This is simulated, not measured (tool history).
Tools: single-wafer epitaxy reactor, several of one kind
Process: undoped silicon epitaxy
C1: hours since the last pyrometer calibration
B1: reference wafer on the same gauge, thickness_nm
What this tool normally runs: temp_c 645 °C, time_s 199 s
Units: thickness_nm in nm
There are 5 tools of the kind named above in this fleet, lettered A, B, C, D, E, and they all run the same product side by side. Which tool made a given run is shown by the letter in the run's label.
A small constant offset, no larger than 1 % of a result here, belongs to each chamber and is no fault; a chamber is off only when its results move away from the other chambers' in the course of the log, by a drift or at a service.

run 1C day=0.221 | temp_c=645 time_s=199 | C1=392.6 | B1=31.692 | thickness_nm=30.110
run 2A day=0.488 | temp_c=645 time_s=199 | C1=660.2 | B1=31.718 | thickness_nm=30.015
run 3D day=0.712 | temp_c=645 time_s=199 | C1=2584.3 | B1=31.724 | thickness_nm=29.794
run 4E day=0.942 | temp_c=645 time_s=199 | C1=862.5 | B1=31.714 | thickness_nm=30.383
run 5B day=1.158 | temp_c=645 time_s=199 | C1=1292.0 | B1=31.662 | thickness_nm=29.622
run 6D day=1.475 | temp_c=645 time_s=199 | C1=2602.6 | B1=31.664 | thickness_nm=30.043
run 7E day=1.725 | temp_c=645 time_s=199 | C1=881.3 | B1=31.701 | thickness_nm=29.998
run 8A day=1.958 | temp_c=645 time_s=199 | C1=695.5 | B1=31.702 | thickness_nm=29.971
run 9B day=2.267 | temp_c=645 time_s=199 | C1=1318.6 | B1=31.677 | thickness_nm=29.683
run 10C day=2.588 | temp_c=645 time_s=199 | C1=449.4 | B1=31.698 | thickness_nm=30.268
run 11C day=2.833 | temp_c=645 time_s=199 | C1=455.3 | B1=31.732 | thickness_nm=30.137
run 12D day=3.008 | temp_c=645 time_s=199 | C1=2639.4 | B1=31.725 | thickness_nm=29.745
-- day=3.050 chamber D: pyrometer calibrated
run 13E day=3.283 | temp_c=645 time_s=199 | C1=918.7 | B1=31.693 | thickness_nm=30.106
run 14A day=3.538 | temp_c=645 time_s=199 | C1=733.4 | B1=31.722 | thickness_nm=30.155
run 15B day=3.738 | temp_c=645 time_s=199 | C1=1353.9 | B1=31.702 | thickness_nm=29.951
-- day=4.000 chamber B: pyrometer calibrated
run 16B day=4.054 | temp_c=645 time_s=199 | C1=1.4 | B1=31.676 | thickness_nm=30.671
run 17E day=4.288 | temp_c=637 time_s=228 | C1=942.8 | B1=31.691 | thickness_nm=28.877
run 18C day=4.496 | temp_c=637 time_s=228 | C1=495.2 | B1=31.690 | thickness_nm=29.069
run 19A day=4.688 | temp_c=637 time_s=228 | C1=761.0 | B1=31.682 | thickness_nm=28.912
run 20D day=4.900 | temp_c=637 time_s=228 | C1=44.4 | B1=31.705 | thickness_nm=28.568
run 21B day=5.129 | temp_c=637 time_s=228 | C1=27.2 | B1=31.677 | thickness_nm=29.571
run 22E day=5.354 | temp_c=645 time_s=182 | C1=968.4 | B1=31.681 | thickness_nm=27.673
run 23C day=5.504 | temp_c=645 time_s=182 | C1=519.4 | B1=31.680 | thickness_nm=27.660
run 24A day=5.767 | temp_c=645 time_s=182 | C1=786.9 | B1=31.693 | thickness_nm=27.587
run 25D day=5.979 | temp_c=645 time_s=182 | C1=70.3 | B1=31.728 | thickness_nm=27.354
run 26E day=6.183 | temp_c=645 time_s=182 | C1=988.3 | B1=31.722 | thickness_nm=27.571
run 27C day=6.500 | temp_c=645 time_s=199 | C1=543.3 | B1=31.681 | thickness_nm=30.072
run 28D day=6.767 | temp_c=645 time_s=199 | C1=89.2 | B1=31.705 | thickness_nm=29.829
run 29B day=7.038 | temp_c=645 time_s=199 | C1=73.0 | B1=31.744 | thickness_nm=30.554
run 30A day=7.267 | temp_c=635 time_s=225 | C1=822.9 | B1=31.703 | thickness_nm=27.073
run 31A day=7.512 | temp_c=635 time_s=225 | C1=828.8 | B1=31.684 | thickness_nm=27.197
run 32E day=7.700 | temp_c=635 time_s=225 | C1=1024.7 | B1=31.702 | thickness_nm=27.418
run 33B day=7.846 | temp_c=635 time_s=225 | C1=92.4 | B1=31.691 | thickness_nm=27.817
run 34C day=8.142 | temp_c=635 time_s=225 | C1=582.7 | B1=31.715 | thickness_nm=27.322

Predict what each chamber gives when all 5 of them run the settings below next.
run 35A day=8.371 | temp_c=645 time_s=199 | thickness_nm=?
run 35B day=8.371 | temp_c=645 time_s=199 | thickness_nm=?
run 35C day=8.371 | temp_c=645 time_s=199 | thickness_nm=?
run 35D day=8.371 | temp_c=645 time_s=199 | thickness_nm=?
run 35E day=8.371 | temp_c=645 time_s=199 | thickness_nm=?

run=35A thickness_nm=30.128
run=35B thickness_nm=30.896
run=35C thickness_nm=30.487
run=35D thickness_nm=30.149
run=35E thickness_nm=30.066
